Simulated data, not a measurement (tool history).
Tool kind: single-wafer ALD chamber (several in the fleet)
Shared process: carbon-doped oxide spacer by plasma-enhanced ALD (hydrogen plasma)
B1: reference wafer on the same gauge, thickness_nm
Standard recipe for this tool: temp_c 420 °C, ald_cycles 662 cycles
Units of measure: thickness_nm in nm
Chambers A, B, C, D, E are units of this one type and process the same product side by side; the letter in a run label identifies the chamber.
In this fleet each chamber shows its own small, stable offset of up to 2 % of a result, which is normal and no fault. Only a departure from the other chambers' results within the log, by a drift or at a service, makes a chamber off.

Run 1A, day 0.304: usual settings; B1 32.4. Result: thickness_nm 30.854 nm.
Run 2D, day 0.579: usual settings; B1 32.43. Result: thickness_nm 31.086 nm.
Run 3C, day 0.775: usual settings; B1 32.413. Result: thickness_nm 31.061 nm.
Run 4B, day 1.004: usual settings; B1 32.417. Result: thickness_nm 31.677 nm.
Run 5E, day 1.35: usual settings but temp_c 429 °C, ald_cycles 736 cycles; B1 32.43. Result: thickness_nm 33.553 nm.
Run 6C, day 1.579: usual settings but temp_c 429 °C, ald_cycles 736 cycles; B1 32.448. Result: thickness_nm 33.612 nm.
Run 7D, day 1.921: usual settings but temp_c 429 °C, ald_cycles 736 cycles; B1 32.449. Result: thickness_nm 33.673 nm.
Run 8B, day 2.262: usual settings but temp_c 429 °C, ald_cycles 736 cycles; B1 32.461. Result: thickness_nm 34.148 nm.
Run 9A, day 2.621: usual settings but temp_c 429 °C, ald_cycles 736 cycles; B1 32.483. Result: thickness_nm 33.323 nm.
Run 10E, day 2.921: usual settings; B1 32.477. Result: thickness_nm 31.045 nm.
Run 11A, day 3.288: usual settings; B1 32.509. Result: thickness_nm 30.897 nm.
Run 12E, day 3.479: usual settings; B1 32.488. Result: thickness_nm 31.067 nm.
Run 13C, day 3.858: usual settings; B1 32.498. Result: thickness_nm 31.289 nm.
Run 14B, day 4.233: usual settings but temp_c 425 °C; B1 32.511. Result: thickness_nm 31.191 nm.
Run 15D, day 4.496: usual settings but temp_c 425 °C; B1 32.506. Result: thickness_nm 30.678 nm.
Run 16C, day 4.688: usual settings but temp_c 425 °C; B1 32.506. Result: thickness_nm 30.692 nm.
Run 17D, day 4.921: usual settings but temp_c 425 °C; B1 32.516. Result: thickness_nm 30.687 nm.
Run 18B, day 5.092: usual settings but temp_c 425 °C; B1 32.525. Result: thickness_nm 31.315 nm.
Run 19E, day 5.471: usual settings; B1 32.542. Result: thickness_nm 31.22 nm.
Run 20A, day 5.812: usual settings; B1 32.547. Result: thickness_nm 30.944 nm.
Run 21A, day 6.154: usual settings; B1 32.548. Result: thickness_nm 31.104 nm.
Run 22C, day 6.483: usual settings; B1 32.553. Result: thickness_nm 31.24 nm.
Run 23D, day 6.838: usual settings; B1 32.581. Result: thickness_nm 31.285 nm.
Run 24E, day 7.138: usual settings but temp_c 412 °C, ald_cycles 772 cycles; B1 32.581. Result: thickness_nm 37.213 nm.
Run 25B, day 7.404: usual settings but temp_c 412 °C, ald_cycles 772 cycles; B1 32.609. Result: thickness_nm 38.073 nm.
Run 26A, day 7.592: usual settings but temp_c 412 °C, ald_cycles 772 cycles; B1 32.59. Result: thickness_nm 37.125 nm.
Run 27D, day 7.892: usual settings but temp_c 412 °C, ald_cycles 772 cycles; B1 32.61. Result: thickness_nm 37.403 nm.
Run 28E, day 8.129: usual settings but temp_c 412 °C, ald_cycles 772 cycles; B1 32.622. Result: thickness_nm 37.394 nm.
Run 29C, day 8.417: usual settings; B1 32.609. Result: thickness_nm 31.268 nm.
Run 30B, day 8.746: usual settings; B1 32.616. Result: thickness_nm 31.833 nm.

Each of the 5 chambers runs these same settings next. Fill in every chamber's results:
Run 31A, day 9.021: usual settings. Result: thickness_nm ?.
Run 31B, day 9.021: usual settings. Result: thickness_nm ?.
Run 31C, day 9.021: usual settings. Result: thickness_nm ?.
Run 31D, day 9.021: usual settings. Result: thickness_nm ?.
Run 31E, day 9.021: usual settings. Result: thickness_nm ?.

run  thickness_nm
31A        31.064
31B        31.914
31C        31.329
31D        31.336
31E        31.213
